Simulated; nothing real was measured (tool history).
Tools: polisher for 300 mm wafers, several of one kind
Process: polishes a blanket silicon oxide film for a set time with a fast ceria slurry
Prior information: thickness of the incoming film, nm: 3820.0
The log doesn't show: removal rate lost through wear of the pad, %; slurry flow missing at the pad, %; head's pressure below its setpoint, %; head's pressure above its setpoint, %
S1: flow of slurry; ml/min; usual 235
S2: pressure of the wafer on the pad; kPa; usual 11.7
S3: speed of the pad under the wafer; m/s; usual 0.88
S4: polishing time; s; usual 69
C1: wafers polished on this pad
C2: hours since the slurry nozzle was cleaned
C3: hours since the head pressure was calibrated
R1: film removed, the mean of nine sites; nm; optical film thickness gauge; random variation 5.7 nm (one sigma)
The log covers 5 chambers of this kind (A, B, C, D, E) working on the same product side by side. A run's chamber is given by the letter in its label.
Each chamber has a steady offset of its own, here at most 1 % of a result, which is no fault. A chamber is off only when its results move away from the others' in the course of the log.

run 1C hour=4.7 | S1=235 S2=11.7 S3=0.88 S4=69 | C1=142 C2=658.3 C3=232.6 | R1=659.97
run 2E hour=8.3 | S1=235 S2=11.7 S3=0.88 S4=69 | C1=407 C2=124.9 C3=30.9 | R1=666.29
-- hour=8.6 chamber A: worn pad replaced by a new one
run 3A hour=12.5 | S1=235 S2=11.7 S3=0.88 S4=69 | C1=29 C2=265.8 C3=304.3 | R1=664.77
-- hour=15.3 chamber A: slurry nozzle cleaned
run 4D hour=17.7 | S1=235 S2=11.7 S3=0.88 S4=69 | C1=608 C2=191.4 C3=285.1 | R1=646.52
run 5B hour=22.3 | S1=235 S2=11.7 S3=0.88 S4=69 | C1=297 C2=619.4 C3=108.0 | R1=662.14
run 6B hour=27.2 | S1=235 S2=11.7 S3=0.88 S4=69 | C1=333 C2=624.3 C3=112.9 | R1=661.34
run 7A hour=33.0 | S1=235 S2=11.7 S3=0.88 S4=69 | C1=183 C2=17.7 C3=324.8 | R1=656.63
run 8C hour=39.1 | S1=235 S2=11.7 S3=0.88 S4=69 | C1=399 C2=692.7 C3=267.0 | R1=659.48
run 9D hour=45.7 | S1=235 S2=11.7 S3=0.88 S4=69 | C1=818 C2=219.4 C3=313.1 | R1=653.64
-- hour=46.5 chamber D: worn pad replaced by a new one
run 10E hour=50.9 | S1=235 S2=11.7 S3=0.88 S4=77 | C1=726 C2=167.5 C3=73.5 | R1=733.81
run 11D hour=55.1 | S1=235 S2=11.7 S3=0.88 S4=77 | C1=64 C2=228.8 C3=322.5 | R1=734.15
-- hour=60.7 chamber C: worn pad replaced by a new one
run 12C hour=61.6 | S1=235 S2=11.7 S3=0.88 S4=77 | C1=6 C2=715.2 C3=289.5 | R1=753.99
run 13A hour=65.0 | S1=235 S2=11.7 S3=0.88 S4=77 | C1=423 C2=49.7 C3=356.8 | R1=746.44
run 14E hour=71.2 | S1=235 S2=11.7 S3=0.88 S4=77 | C1=878 C2=187.8 C3=93.8 | R1=720.51
run 15B hour=77.5 | S1=235 S2=11.7 S3=0.88 S4=69 | C1=710 C2=674.6 C3=163.2 | R1=668.74
-- hour=80.7 chamber B: worn pad replaced by a new one
run 16E hour=81.4 | S1=235 S2=11.7 S3=1.06 S4=69 | C1=955 C2=198.0 C3=104.0 | R1=783.87
run 17A hour=85.2 | S1=235 S2=11.7 S3=1.06 S4=69 | C1=574 C2=69.9 C3=377.0 | R1=805.34
-- hour=86.2 chamber B: slurry nozzle cleaned
run 18B hour=89.1 | S1=235 S2=11.7 S3=1.06 S4=69 | C1=63 C2=3.0 C3=174.8 | R1=807.59
run 19D hour=96.2 | S1=235 S2=11.7 S3=1.06 S4=69 | C1=372 C2=269.9 C3=363.6 | R1=790.28
run 20C hour=99.4 | S1=235 S2=11.7 S3=1.06 S4=69 | C1=290 C2=753.0 C3=327.3 | R1=797.78
run 21B hour=106.1 | S1=235 S2=11.7 S3=0.88 S4=69 | C1=190 C2=20.0 C3=191.8 | R1=667.28
run 22C hour=109.3 | S1=235 S2=11.7 S3=0.88 S4=69 | C1=364 C2=762.9 C3=337.2 | R1=667.56
-- hour=111.9 chamber C: slurry nozzle cleaned
run 23D hour=115.5 | S1=235 S2=11.7 S3=0.88 S4=69 | C1=517 C2=289.2 C3=382.9 | R1=658.59
-- hour=120.7 chamber A: worn pad replaced by a new one
run 24E hour=122.0 | S1=235 S2=11.7 S3=0.88 S4=69 | C1=1259 C2=238.6 C3=144.6 | R1=629.77
run 25A hour=126.6 | S1=235 S2=11.7 S3=0.88 S4=69 | C1=44 C2=111.3 C3=418.4 | R1=653.88
-- hour=131.3 chamber C: worn pad replaced by a new one
run 26B hour=132.4 | S1=235 S2=11.7 S3=0.88 S4=69 | C1=387 C2=46.3 C3=218.1 | R1=669.64
run 27C hour=139.3 | S1=235 S2=11.7 S3=0.88 S4=69 | C1=60 C2=27.5 C3=367.2 | R1=658.53
run 28A hour=144.4 | S1=235 S2=11.7 S3=0.88 S4=69 | C1=177 C2=129.1 C3=436.2 | R1=668.14
run 29E hour=149.5 | S1=235 S2=11.7 S3=0.88 S4=69 | C1=1465 C2=266.1 C3=172.1 | R1=613.40
-- hour=154.8 chamber D: worn pad replaced by a new one
run 30D hour=155.6 | S1=235 S2=11.7 S3=0.88 S4=69 | C1=6 C2=329.3 C3=423.0 | R1=666.24
run 31D hour=160.1 | S1=235 S2=11.7 S3=0.88 S4=69 | C1=39 C2=333.8 C3=427.5 | R1=662.28
run 32A hour=166.5 | S1=235 S2=11.7 S3=0.88 S4=69 | C1=343 C2=151.2 C3=458.3 | R1=663.81
run 33B hour=171.8 | S1=235 S2=11.7 S3=0.88 S4=69 | C1=683 C2=85.7 C3=257.5 | R1=668.49
run 34C hour=175.9 | S1=235 S2=11.7 S3=0.88 S4=69 | C1=334 C2=64.1 C3=403.8 | R1=660.96
run 35E hour=182.1 | S1=235 S2=11.7 S3=0.88 S4=69 | C1=1709 C2=298.7 C3=204.7 | R1=615.71
run 36C hour=185.4 | S1=235 S2=11.7 S3=0.88 S4=69 | C1=405 C2=73.6 C3=413.3 | R1=661.88

All 5 chambers run these settings next. Forecast each chamber's results:
run 37A hour=190.5 | S1=235 S2=11.7 S3=0.88 S4=69 | R1=?
run 37B hour=190.5 | S1=235 S2=11.7 S3=0.88 S4=69 | R1=?
run 37C hour=190.5 | S1=235 S2=11.7 S3=0.88 S4=69 | R1=?
run 37D hour=190.5 | S1=235 S2=11.7 S3=0.88 S4=69 | R1=?
run 37E hour=190.5 | S1=235 S2=11.7 S3=0.88 S4=69 | R1=?

run=37A R1=663.59
run=37B R1=669.05
run=37C R1=663.72
run=37D R1=660.92
run=37E R1=604.57

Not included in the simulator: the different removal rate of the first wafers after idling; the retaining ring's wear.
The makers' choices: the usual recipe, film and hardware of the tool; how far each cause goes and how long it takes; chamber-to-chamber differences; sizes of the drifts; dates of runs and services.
